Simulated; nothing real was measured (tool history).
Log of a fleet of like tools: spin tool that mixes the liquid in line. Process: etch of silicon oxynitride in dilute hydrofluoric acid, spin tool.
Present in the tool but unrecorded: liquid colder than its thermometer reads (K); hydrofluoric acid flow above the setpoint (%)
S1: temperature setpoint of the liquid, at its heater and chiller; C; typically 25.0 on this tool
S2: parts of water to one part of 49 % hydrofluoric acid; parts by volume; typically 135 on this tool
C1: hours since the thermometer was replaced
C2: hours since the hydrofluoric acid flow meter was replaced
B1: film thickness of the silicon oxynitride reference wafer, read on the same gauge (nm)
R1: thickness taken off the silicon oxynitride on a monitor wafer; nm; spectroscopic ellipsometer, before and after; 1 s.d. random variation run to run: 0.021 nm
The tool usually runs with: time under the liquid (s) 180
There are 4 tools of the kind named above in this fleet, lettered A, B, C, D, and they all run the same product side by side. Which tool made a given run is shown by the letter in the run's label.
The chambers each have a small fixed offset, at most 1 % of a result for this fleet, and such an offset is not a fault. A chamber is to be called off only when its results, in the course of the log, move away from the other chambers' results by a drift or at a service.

Run 1B, day 0.192: usual settings; C1 727.9; C2 515.7; B1 90.002. Result: R1 3.9007 nm.
Run 2A, day 0.575: usual settings; C1 415.4; C2 892.3; B1 89.984. Result: R1 3.9209 nm.
Run 3D, day 0.917: usual settings; C1 1051.2; C2 669.7; B1 89.979. Result: R1 3.9283 nm.
Run 4C, day 1.258: usual settings; C1 1199.3; C2 267.5; B1 90.010. Result: R1 3.8884 nm.
Run 5C, day 1.542: usual settings; C1 1206.1; C2 274.3; B1 89.995. Result: R1 3.8909 nm.
Run 6D, day 1.746: usual settings; C1 1071.1; C2 689.6; B1 90.022. Result: R1 3.9452 nm.
Run 7B, day 2.075: usual settings; C1 773.1; C2 560.9; B1 89.983. Result: R1 3.8967 nm.
Run 8A, day 2.462: usual settings; C1 460.7; C2 937.6; B1 90.022. Result: R1 3.9178 nm.
Run 9A, day 2.692: usual settings; C1 466.2; C2 943.1; B1 90.022. Result: R1 3.9044 nm.
Run 10D, day 2.988: usual settings; C1 1100.9; C2 719.4; B1 89.980. Result: R1 3.9178 nm.
Run 11C, day 3.379: usual settings; C1 1250.2; C2 318.4; B1 89.991. Result: R1 3.8844 nm.
Run 12B, day 3.758: usual settings; C1 813.5; C2 601.3; B1 90.003. Result: R1 3.8913 nm.
Run 13B, day 3.962: usual settings but time under the liquid (s) 135; C1 818.4; C2 606.2; B1 89.993. Result: R1 2.9105 nm.
Run 14A, day 4.138: usual settings but time under the liquid (s) 135; C1 500.9; C2 977.8; B1 89.997. Result: R1 2.9496 nm.
Run 15D, day 4.404: usual settings but time under the liquid (s) 135; C1 1134.9; C2 753.4; B1 90.010. Result: R1 2.9434 nm.
Run 16C, day 4.783: usual settings but time under the liquid (s) 135; C1 1283.9; C2 352.1; B1 90.005. Result: R1 2.9027 nm.
Run 17C, day 5.129: usual settings; C1 1292.2; C2 360.4; B1 89.992. Result: R1 3.9096 nm.
Run 18B, day 5.317: usual settings; C1 850.9; C2 638.7; B1 90.002. Result: R1 3.7669 nm.
Run 19D, day 5.492: usual settings; C1 1161.0; C2 779.5; B1 90.012. Result: R1 3.9240 nm.
Run 20A, day 5.700: usual settings; C1 538.4; C2 1015.3; B1 90.005. Result: R1 3.9378 nm.
Run 21C, day 5.975: usual settings; C1 1312.5; C2 380.7; B1 89.968. Result: R1 3.8795 nm.
Run 22A, day 6.383: usual settings but S2 165 parts by volume, time under the liquid (s) 240; C1 554.8; C2 1031.7; B1 90.009. Result: R1 4.1860 nm.
Run 23B, day 6.583: usual settings but S2 165 parts by volume, time under the liquid (s) 240; C1 881.3; C2 669.1; B1 89.993. Result: R1 4.0296 nm.
Run 24D, day 6.842: usual settings but S2 165 parts by volume, time under the liquid (s) 240; C1 1193.4; C2 811.9; B1 89.987. Result: R1 4.2163 nm.
Run 25C, day 7.042: usual settings but S2 165 parts by volume, time under the liquid (s) 240; C1 1338.1; C2 406.3; B1 90.003. Result: R1 4.1036 nm.
Run 26D, day 7.325: usual settings; C1 1205.0; C2 823.5; B1 89.996. Result: R1 3.9411 nm.
Run 27B, day 7.562: usual settings; C1 904.8; C2 692.6; B1 90.007. Result: R1 3.7257 nm.
Run 28A, day 7.950: usual settings; C1 592.4; C2 1069.3; B1 90.002. Result: R1 3.9308 nm.
Run 29B, day 8.246: usual settings; C1 921.2; C2 709.0; B1 89.989. Result: R1 3.7543 nm.
Run 30D, day 8.642: usual settings but S1 20.5 C, time under the liquid (s) 260; C1 1236.6; C2 855.1; B1 90.008. Result: R1 4.6093 nm.
Run 31A, day 8.829: usual settings but S1 20.5 C, time under the liquid (s) 260; C1 613.5; C2 1090.4; B1 89.971. Result: R1 4.6304 nm.
Run 32C, day 9.183: usual settings but S1 20.5 C, time under the liquid (s) 260; C1 1389.5; C2 457.7; B1 90.016. Result: R1 4.5599 nm.
Run 33D, day 9.554: usual settings but S1 20.5 C, time under the liquid (s) 260; C1 1258.5; C2 877.0; B1 89.995. Result: R1 4.6030 nm.
Run 34B, day 9.875: usual settings but S1 22.5 C, S2 90 parts by volume; C1 960.3; C2 748.1; B1 90.023. Result: R1 5.0147 nm.
Run 35C, day 10.271: usual settings but S1 22.5 C, S2 90 parts by volume; C1 1415.6; C2 483.8; B1 90.011. Result: R1 5.4130 nm.
Run 36A, day 10.604: usual settings but S1 22.5 C, S2 90 parts by volume; C1 656.1; C2 1133.0; B1 90.014. Result: R1 5.3962 nm.
Run 37B, day 10.942: usual settings but S1 22.5 C, S2 90 parts by volume; C1 985.9; C2 773.7; B1 89.993. Result: R1 5.0015 nm.
Run 38D, day 11.196: usual settings; C1 1297.9; C2 916.4; B1 90.019. Result: R1 3.9144 nm.
Run 39C, day 11.508: usual settings; C1 1445.3; C2 513.5; B1 89.978. Result: R1 3.8695 nm.
Run 40A, day 11.896: usual settings; C1 687.1; C2 1164.0; B1 90.026. Result: R1 3.9238 nm.
Run 41C, day 12.092: usual settings; C1 1459.3; C2 527.5; B1 90.004. Result: R1 3.8885 nm.
Run 42B, day 12.325: usual settings but time under the liquid (s) 100; C1 1019.1; C2 806.9; B1 90.003. Result: R1 2.0252 nm.
Run 43D, day 12.608: usual settings but time under the liquid (s) 100; C1 1331.8; C2 950.3; B1 90.015. Result: R1 2.1922 nm.

Next, every chamber runs the same settings. What will each give?
Run 44A, day 12.900: usual settings. Result: R1 ?.
Run 44B, day 12.900: usual settings. Result: R1 ?.
Run 44C, day 12.900: usual settings. Result: R1 ?.
Run 44D, day 12.900: usual settings. Result: R1 ?.

run      R1
44A  3.8862
44B  3.6284
44C  3.8944
44D  3.9047

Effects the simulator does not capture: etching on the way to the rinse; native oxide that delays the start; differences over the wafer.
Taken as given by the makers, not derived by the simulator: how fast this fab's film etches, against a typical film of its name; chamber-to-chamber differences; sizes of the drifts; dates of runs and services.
